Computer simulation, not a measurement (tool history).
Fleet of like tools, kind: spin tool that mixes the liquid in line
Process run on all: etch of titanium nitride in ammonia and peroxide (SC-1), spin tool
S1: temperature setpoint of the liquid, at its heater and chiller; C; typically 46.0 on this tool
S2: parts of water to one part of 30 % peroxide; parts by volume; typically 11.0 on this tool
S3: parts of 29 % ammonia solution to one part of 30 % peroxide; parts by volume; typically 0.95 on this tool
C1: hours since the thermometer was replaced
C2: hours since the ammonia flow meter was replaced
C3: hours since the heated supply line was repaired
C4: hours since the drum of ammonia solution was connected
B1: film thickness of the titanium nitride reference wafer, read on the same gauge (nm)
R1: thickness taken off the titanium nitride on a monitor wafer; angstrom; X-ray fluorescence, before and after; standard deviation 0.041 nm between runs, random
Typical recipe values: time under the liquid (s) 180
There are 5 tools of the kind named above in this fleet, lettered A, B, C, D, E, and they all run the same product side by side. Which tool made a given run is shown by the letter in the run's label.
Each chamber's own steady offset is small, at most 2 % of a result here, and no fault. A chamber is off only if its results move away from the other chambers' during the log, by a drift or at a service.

{"run": "1A", "hour": 7.7, "S1": 46.0, "S2": 11.0, "S3": 0.95, "time under the liquid (s)": 180, "C1": 192.4, "C2": 1425.8, "C3": 2401.5, "C4": 197.2, "B1": 130.03, "R1": 49.201}
{"run": "2D", "hour": 13.6, "S1": 46.0, "S2": 11.0, "S3": 0.95, "time under the liquid (s)": 180, "C1": 1385.4, "C2": 161.9, "C3": 1110.0, "C4": 532.9, "B1": 130.01, "R1": 49.78}
{"run": "3E", "hour": 23.3, "S1": 46.0, "S2": 11.0, "S3": 0.95, "time under the liquid (s)": 180, "C1": 209.8, "C2": 1051.6, "C3": 1669.6, "C4": 538.2, "B1": 130.02, "R1": 48.581}
{"run": "4C", "hour": 33.8, "S1": 46.0, "S2": 11.0, "S3": 0.95, "time under the liquid (s)": 180, "C1": 653.6, "C2": 200.3, "C3": 3340.4, "C4": 1037.8, "B1": 130.01, "R1": 47.702}
{"run": "5B", "hour": 38.8, "S1": 46.0, "S2": 11.0, "S3": 0.95, "time under the liquid (s)": 180, "C1": 921.3, "C2": 149.4, "C3": 2232.7, "C4": 179.0, "B1": 130.0, "R1": 47.864}
{"run": "6A", "hour": 43.8, "S1": 46.0, "S2": 11.0, "S3": 0.95, "time under the liquid (s)": 180, "C1": 228.5, "C2": 1461.9, "C3": 2437.6, "C4": 233.3, "B1": 130.02, "R1": 49.898}
{"hour": 48.2, "done": "chamber A: new drum of ammonia solution connected"}
{"run": "7B", "hour": 49.1, "S1": 46.0, "S2": 11.0, "S3": 0.95, "time under the liquid (s)": 180, "C1": 931.6, "C2": 159.7, "C3": 2243.0, "C4": 189.3, "B1": 130.02, "R1": 47.739}
{"hour": 55.9, "done": "chamber E: new drum of ammonia solution connected"}
{"run": "8E", "hour": 59.4, "S1": 46.0, "S2": 11.0, "S3": 0.95, "time under the liquid (s)": 270, "C1": 245.9, "C2": 1087.7, "C3": 1705.7, "C4": 3.6, "B1": 130.0, "R1": 72.987}
{"hour": 65.1, "done": "chamber C: heated supply line repaired"}
{"run": "9D", "hour": 65.9, "S1": 46.0, "S2": 11.0, "S3": 0.95, "time under the liquid (s)": 270, "C1": 1437.7, "C2": 214.2, "C3": 1162.3, "C4": 585.2, "B1": 129.99, "R1": 73.947}
{"run": "10C", "hour": 74.8, "S1": 46.0, "S2": 11.0, "S3": 0.95, "time under the liquid (s)": 270, "C1": 694.6, "C2": 241.3, "C3": 9.7, "C4": 1078.8, "B1": 129.99, "R1": 71.5}
{"run": "11C", "hour": 84.8, "S1": 46.0, "S2": 11.0, "S3": 0.95, "time under the liquid (s)": 270, "C1": 704.6, "C2": 251.3, "C3": 19.7, "C4": 1088.8, "B1": 129.99, "R1": 72.777}
{"run": "12B", "hour": 92.2, "S1": 46.0, "S2": 11.0, "S3": 0.95, "time under the liquid (s)": 270, "C1": 974.7, "C2": 202.8, "C3": 2286.1, "C4": 232.4, "B1": 130.02, "R1": 70.801}
{"run": "13D", "hour": 98.6, "S1": 38.0, "S2": 11.0, "S3": 0.95, "time under the liquid (s)": 180, "C1": 1470.4, "C2": 246.9, "C3": 1195.0, "C4": 617.9, "B1": 130.01, "R1": 27.031}
{"hour": 103.4, "done": "chamber C: new drum of ammonia solution connected"}
{"run": "14A", "hour": 104.4, "S1": 38.0, "S2": 11.0, "S3": 0.95, "time under the liquid (s)": 180, "C1": 289.1, "C2": 1522.5, "C3": 2498.2, "C4": 56.3, "B1": 129.99, "R1": 27.17}
{"run": "15E", "hour": 111.4, "S1": 38.0, "S2": 11.0, "S3": 0.95, "time under the liquid (s)": 180, "C1": 297.9, "C2": 1139.7, "C3": 1757.7, "C4": 55.6, "B1": 130.02, "R1": 26.375}
{"run": "16C", "hour": 116.8, "S1": 38.0, "S2": 11.0, "S3": 0.95, "time under the liquid (s)": 180, "C1": 736.6, "C2": 283.3, "C3": 51.7, "C4": 13.4, "B1": 130.0, "R1": 26.627}
{"run": "17E", "hour": 125.7, "S1": 38.0, "S2": 11.0, "S3": 0.95, "time under the liquid (s)": 180, "C1": 312.2, "C2": 1154.0, "C3": 1772.0, "C4": 69.9, "B1": 129.99, "R1": 26.275}
{"run": "18B", "hour": 134.4, "S1": 46.0, "S2": 11.0, "S3": 0.95, "time under the liquid (s)": 180, "C1": 1016.9, "C2": 245.0, "C3": 2328.3, "C4": 274.6, "B1": 130.0, "R1": 47.907}
{"hour": 142.0, "done": "chamber D: new drum of ammonia solution connected"}
{"run": "19D", "hour": 144.8, "S1": 46.0, "S2": 11.0, "S3": 0.95, "time under the liquid (s)": 180, "C1": 1516.6, "C2": 293.1, "C3": 1241.2, "C4": 2.9, "B1": 129.98, "R1": 49.357}
{"run": "20A", "hour": 151.8, "S1": 46.0, "S2": 11.0, "S3": 0.95, "time under the liquid (s)": 180, "C1": 336.5, "C2": 1569.9, "C3": 2545.6, "C4": 103.7, "B1": 129.97, "R1": 49.09}
{"run": "21B", "hour": 160.6, "S1": 46.0, "S2": 11.0, "S3": 0.95, "time under the liquid (s)": 270, "C1": 1043.1, "C2": 271.2, "C3": 2354.5, "C4": 300.8, "B1": 129.98, "R1": 71.936}
{"hour": 163.2, "done": "chamber E: ammonia flow meter replaced"}
{"run": "22C", "hour": 165.7, "S1": 46.0, "S2": 11.0, "S3": 0.95, "time under the liquid (s)": 270, "C1": 785.5, "C2": 332.2, "C3": 100.6, "C4": 62.3, "B1": 130.01, "R1": 71.351}
{"run": "23D", "hour": 176.0, "S1": 46.0, "S2": 11.0, "S3": 0.95, "time under the liquid (s)": 270, "C1": 1547.8, "C2": 324.3, "C3": 1272.4, "C4": 34.1, "B1": 129.99, "R1": 74.617}
{"run": "24E", "hour": 180.7, "S1": 46.0, "S2": 11.0, "S3": 0.95, "time under the liquid (s)": 270, "C1": 367.2, "C2": 17.5, "C3": 1827.0, "C4": 124.9, "B1": 130.01, "R1": 72.034}
{"run": "25A", "hour": 189.5, "S1": 46.0, "S2": 11.0, "S3": 0.95, "time under the liquid (s)": 270, "C1": 374.2, "C2": 1607.6, "C3": 2583.3, "C4": 141.4, "B1": 130.0, "R1": 72.136}
{"run": "26B", "hour": 195.5, "S1": 46.0, "S2": 11.0, "S3": 0.95, "time under the liquid (s)": 180, "C1": 1078.0, "C2": 306.1, "C3": 2389.4, "C4": 335.7, "B1": 129.99, "R1": 47.445}
{"run": "27D", "hour": 205.5, "S1": 46.0, "S2": 11.0, "S3": 0.95, "time under the liquid (s)": 180, "C1": 1577.3, "C2": 353.8, "C3": 1301.9, "C4": 63.6, "B1": 129.99, "R1": 49.111}
{"run": "28A", "hour": 210.9, "S1": 46.0, "S2": 11.0, "S3": 0.95, "time under the liquid (s)": 180, "C1": 395.6, "C2": 1629.0, "C3": 2604.7, "C4": 162.8, "B1": 130.0, "R1": 49.197}
{"run": "29E", "hour": 218.6, "S1": 46.0, "S2": 11.0, "S3": 0.95, "time under the liquid (s)": 180, "C1": 405.1, "C2": 55.4, "C3": 1864.9, "C4": 162.8, "B1": 130.01, "R1": 47.268}
{"run": "30C", "hour": 227.3, "S1": 52.5, "S2": 13.5, "S3": 0.95, "time under the liquid (s)": 180, "C1": 847.1, "C2": 393.8, "C3": 162.2, "C4": 123.9, "B1": 130.03, "R1": 69.04}
{"run": "31C", "hour": 232.0, "S1": 52.5, "S2": 13.5, "S3": 0.95, "time under the liquid (s)": 180, "C1": 851.8, "C2": 398.5, "C3": 166.9, "C4": 128.6, "B1": 130.01, "R1": 69.637}
{"run": "32A", "hour": 242.1, "S1": 52.5, "S2": 13.5, "S3": 0.95, "time under the liquid (s)": 180, "C1": 426.8, "C2": 1660.2, "C3": 2635.9, "C4": 194.0, "B1": 129.99, "R1": 70.452}
{"run": "33D", "hour": 246.7, "S1": 52.5, "S2": 13.5, "S3": 0.95, "time under the liquid (s)": 180, "C1": 1618.5, "C2": 395.0, "C3": 1343.1, "C4": 104.8, "B1": 130.0, "R1": 70.159}
{"run": "34E", "hour": 252.7, "S1": 52.5, "S2": 13.5, "S3": 0.95, "time under the liquid (s)": 180, "C1": 439.2, "C2": 89.5, "C3": 1899.0, "C4": 196.9, "B1": 130.02, "R1": 66.9}
{"run": "35B", "hour": 260.3, "S1": 46.0, "S2": 11.0, "S3": 0.95, "time under the liquid (s)": 180, "C1": 1142.8, "C2": 370.9, "C3": 2454.2, "C4": 400.5, "B1": 130.02, "R1": 47.114}
{"run": "36D", "hour": 267.4, "S1": 46.0, "S2": 11.0, "S3": 0.95, "time under the liquid (s)": 180, "C1": 1639.2, "C2": 415.7, "C3": 1363.8, "C4": 125.5, "B1": 130.0, "R1": 49.639}
{"run": "37A", "hour": 274.8, "S1": 46.0, "S2": 11.0, "S3": 0.95, "time under the liquid (s)": 180, "C1": 459.5, "C2": 1692.9, "C3": 2668.6, "C4": 226.7, "B1": 130.01, "R1": 49.753}
{"run": "38B", "hour": 280.7, "S1": 46.0, "S2": 11.0, "S3": 0.95, "time under the liquid (s)": 180, "C1": 1163.2, "C2": 391.3, "C3": 2474.6, "C4": 420.9, "B1": 130.02, "R1": 47.161}
{"run": "39C", "hour": 287.7, "S1": 46.0, "S2": 11.0, "S3": 0.95, "time under the liquid (s)": 180, "C1": 907.5, "C2": 454.2, "C3": 222.6, "C4": 184.3, "B1": 130.0, "R1": 48.588}

Which is it: a chamber that has drifted or been left off by a service, a gauge drift common to all chambers, or only each chamber's usual small offset? If a chamber is off, name it and its likeliest cause.

One chamber, E, drifts off from the rest bit by bit.
What lies behind it: temperature lost on the way to the wafer (K) = 0.805.
The log may not tell that from: liquid colder than its thermometer reads (K).

Here are 4 candidates for chamber E's next run, each the usual settings with a change, their results left as question marks. Which one brings its results back in line with what the others give on the usual settings?
In line means no further than this from the other chambers' mean on the usual settings: R1 1.400 angstrom
{"run": "40E-1", "hour": 295.2, "S1": 46.0, "S2": 11.0, "S3": 0.95, "time under the liquid (s)": 190, "R1": "?"}
{"run": "40E-2", "hour": 295.2, "S1": 47.5, "S2": 11.0, "S3": 0.95, "time under the liquid (s)": 180, "R1": "?"}
{"run": "40E-3", "hour": 295.2, "S1": 44.5, "S2": 11.0, "S3": 0.95, "time under the liquid (s)": 180, "R1": "?"}
{"run": "40E-4", "hour": 295.2, "S1": 46.0, "S2": 11.0, "S3": 0.95, "time under the liquid (s)": 170, "R1": "?"}

Other chambers, usual settings, mean: R1 48.716 angstrom
run=40E-1 R1=48.857
run=40E-2 R1=51.596
run=40E-3 R1=41.509
run=40E-4 R1=43.715
The right change is 40E-1: it brings the chamber back within the allowed miss of the others.
